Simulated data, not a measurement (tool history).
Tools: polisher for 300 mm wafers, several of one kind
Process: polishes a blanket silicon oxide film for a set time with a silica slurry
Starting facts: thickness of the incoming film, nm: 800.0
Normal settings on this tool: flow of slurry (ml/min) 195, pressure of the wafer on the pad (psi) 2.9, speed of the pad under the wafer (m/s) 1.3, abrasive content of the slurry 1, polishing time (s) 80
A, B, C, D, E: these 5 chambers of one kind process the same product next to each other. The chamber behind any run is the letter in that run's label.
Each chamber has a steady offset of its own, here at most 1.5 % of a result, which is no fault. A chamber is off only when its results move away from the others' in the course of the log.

| run | hour | flow of slurry (ml/min) | pressure of the wafer on the pad (psi) | speed of the pad under the wafer (m/s) | abrasive content of the slurry | polishing time (s) | wafers polished on this pad | hours since the slurry nozzle was cleaned | hours since the head pressure was calibrated | hours since the slurry blender was calibrated | hours since the conditioning disc was replaced | film removed (angstrom) |
|---|---|---|---|---|---|---|---|---|---|---|---|---|
|  | 6.7 | chamber E: slurry nozzle cleaned |
|  | 6.8 | chamber C: worn pad replaced by a new one |
|  | 6.9 | chamber E: worn pad replaced by a new one |
| 1B | 7.6 | 195 | 2.9 | 1.3 | 1 | 80 | 628 | 529 | 511.4 | 170.4 | 151.9 | 2006.9 |
| 2E | 12.3 | 195 | 2.9 | 1.3 | 1 | 80 | 59 | 5.7 | 943 | 260.7 | 134.8 | 2042 |
| 3D | 18.5 | 195 | 2.9 | 1.3 | 1 | 80 | 292 | 37.6 | 1200.5 | 222.4 | 83.1 | 2091.4 |
|  | 19.3 | chamber E: slurry blender recalibrated |
| 4C | 23.9 | 195 | 2.9 | 1.3 | 1 | 80 | 187 | 282.9 | 802.4 | 202.2 | 125.3 | 2008.3 |
| 5A | 27.7 | 195 | 2.9 | 1.3 | 1 | 61 | 726 | 221.2 | 384.5 | 264.4 | 377.3 | 1553.2 |
|  | 31 | chamber C: slurry blender recalibrated |
| 6B | 34.2 | 195 | 2.9 | 1.3 | 1 | 61 | 918 | 555.6 | 538 | 197 | 178.5 | 1568.4 |
| 7A | 37.9 | 195 | 2.9 | 1.3 | 1 | 61 | 837 | 231.4 | 394.7 | 274.6 | 387.5 | 1546.3 |
|  | 42.1 | chamber A: worn pad replaced by a new one |
|  | 43.9 | chamber D: worn pad replaced by a new one |
| 8E | 44.8 | 195 | 2.9 | 1.3 | 1 | 61 | 414 | 38.2 | 975.5 | 25.6 | 167.3 | 1552.6 |
| 9C | 51.1 | 195 | 2.9 | 1.3 | 1 | 61 | 484 | 310.1 | 829.6 | 20.2 | 152.5 | 1554.1 |
| 10D | 56.1 | 195 | 2.9 | 1.3 | 1 | 80 | 133 | 75.2 | 1238.1 | 260 | 120.7 | 2066.8 |
| 11B | 63.5 | 195 | 2.9 | 1.3 | 1 | 80 | 1238 | 584.9 | 567.3 | 226.3 | 207.8 | 2013.6 |
|  | 67.6 | chamber B: worn pad replaced by a new one |
|  | 67.7 | chamber A: slurry blender recalibrated |
|  | 67.7 | chamber D: conditioning disc replaced and pad reconditioned |
| 12A | 69.2 | 195 | 2.9 | 1.3 | 1 | 80 | 296 | 262.7 | 426 | 1.5 | 418.8 | 2026 |
| 13D | 73.1 | 195 | 2.9 | 1.3 | 1 | 80 | 318 | 92.2 | 1255.1 | 277 | 5.5 | 2016.4 |
| 14E | 79.9 | 195 | 2.9 | 1.3 | 1 | 80 | 797 | 73.3 | 1010.6 | 60.7 | 202.4 | 2032 |
|  | 86.7 | chamber A: head pressure recalibrated |
| 15C | 87 | 195 | 2.2 | 1.3 | 1 | 94 | 875 | 346 | 865.5 | 56.1 | 188.4 | 1830.3 |
| 16D | 93.8 | 195 | 2.2 | 1.3 | 1 | 94 | 544 | 112.9 | 1275.8 | 297.7 | 26.2 | 1794.9 |
|  | 95.6 | chamber E: worn pad replaced by a new one |
|  | 96.9 | chamber D: worn pad replaced by a new one |
| 17B | 97.8 | 195 | 2.2 | 1.3 | 1 | 94 | 330 | 619.2 | 601.6 | 260.6 | 242.1 | 1785.4 |
|  | 103.4 | chamber B: slurry nozzle cleaned |
| 18A | 104.2 | 195 | 2.2 | 1.3 | 1 | 94 | 678 | 297.7 | 17.6 | 36.5 | 453.8 | 1641.3 |
| 19E | 109 | 195 | 2.2 | 1.3 | 1 | 94 | 146 | 102.4 | 1039.7 | 89.8 | 231.5 | 1794.7 |
| 20C | 113.3 | 195 | 2.9 | 1.3 | 1 | 80 | 1163 | 372.3 | 891.8 | 82.4 | 214.7 | 2016.8 |
| 21D | 120.5 | 255 | 2.9 | 1.3 | 1 | 80 | 257 | 139.6 | 1302.5 | 324.4 | 52.9 | 2139.6 |
| 22E | 127.8 | 255 | 2.9 | 1.3 | 1 | 80 | 351 | 121.2 | 1058.5 | 108.6 | 250.3 | 2125.9 |
|  | 127.9 | chamber C: conditioning disc replaced and pad reconditioned |
| 23C | 133 | 255 | 2.9 | 1.3 | 1 | 80 | 1378 | 392 | 911.5 | 102.1 | 5.1 | 2104.6 |
|  | 138.3 | chamber D: head pressure recalibrated |
|  | 139.8 | chamber A: worn pad replaced by a new one |
|  | 139.9 | chamber C: worn pad replaced by a new one |
| 24A | 140.8 | 255 | 2.9 | 1.3 | 1 | 80 | 11 | 334.3 | 54.2 | 73.1 | 490.4 | 1888.2 |
| 25B | 148.1 | 255 | 2.9 | 1.3 | 1 | 80 | 879 | 44.7 | 651.9 | 310.9 | 292.4 | 2092.1 |
|  | 148.7 | chamber D: worn pad replaced by a new one |
| 26B | 156 | 195 | 2.2 | 1.3 | 1 | 107 | 965 | 52.6 | 659.8 | 318.8 | 300.3 | 2084.7 |
|  | 162.1 | chamber D: slurry blender recalibrated |
| 27A | 163.9 | 195 | 2.2 | 1.3 | 1 | 107 | 263 | 357.4 | 77.3 | 96.2 | 513.5 | 1841.4 |
| 28E | 171.5 | 195 | 2.2 | 1.3 | 1 | 107 | 828 | 164.9 | 1102.2 | 152.3 | 294 | 2062.4 |
|  | 174 | chamber A: conditioning disc replaced and pad reconditioned |
|  | 174.2 | chamber D: conditioning disc replaced and pad reconditioned |
| 29C | 175.6 | 195 | 2.2 | 1.3 | 1 | 107 | 390 | 434.6 | 954.1 | 144.7 | 47.7 | 2058.2 |
| 30D | 183.1 | 195 | 2.2 | 1.3 | 1 | 107 | 376 | 202.2 | 44.8 | 21.1 | 8.9 | 2069.5 |
| 31B | 188 | 195 | 2.9 | 1.3 | 1 | 80 | 1314 | 84.6 | 691.8 | 350.8 | 332.3 | 2016.3 |
| 32A | 193.5 | 195 | 2.9 | 1.3 | 1 | 80 | 586 | 387 | 106.9 | 125.8 | 19.6 | 1800.9 |
|  | 195.6 | chamber E: worn pad replaced by a new one |
| 33D | 201.5 | 195 | 2.9 | 1.3 | 1 | 80 | 577 | 220.6 | 63.2 | 39.5 | 27.3 | 2013.5 |
| 34C | 209 | 195 | 2.9 | 1.3 | 1 | 80 | 755 | 468 | 987.5 | 178.1 | 81.1 | 2030.9 |
| 35E | 213 | 195 | 2.9 | 1.3 | 1 | 80 | 190 | 206.4 | 1143.7 | 193.8 | 335.5 | 2047.2 |

For the next run the whole fleet of 5 chambers uses the same settings. Give each chamber's results:
| 36A | 218.8 | 195 | 2.9 | 1.3 | 1 | 80 |  |  |  |  |  | ? |
| 36B | 218.8 | 195 | 2.9 | 1.3 | 1 | 80 |  |  |  |  |  | ? |
| 36C | 218.8 | 195 | 2.9 | 1.3 | 1 | 80 |  |  |  |  |  | ? |
| 36D | 218.8 | 195 | 2.9 | 1.3 | 1 | 80 |  |  |  |  |  | ? |
| 36E | 218.8 | 195 | 2.9 | 1.3 | 1 | 80 |  |  |  |  |  | ? |

| run | film removed (angstrom) |
|---|---|
| 36A | 1803.5 |
| 36B | 1993.3 |
| 36C | 2025.1 |
| 36D | 2054.5 |
| 36E | 2060.2 |
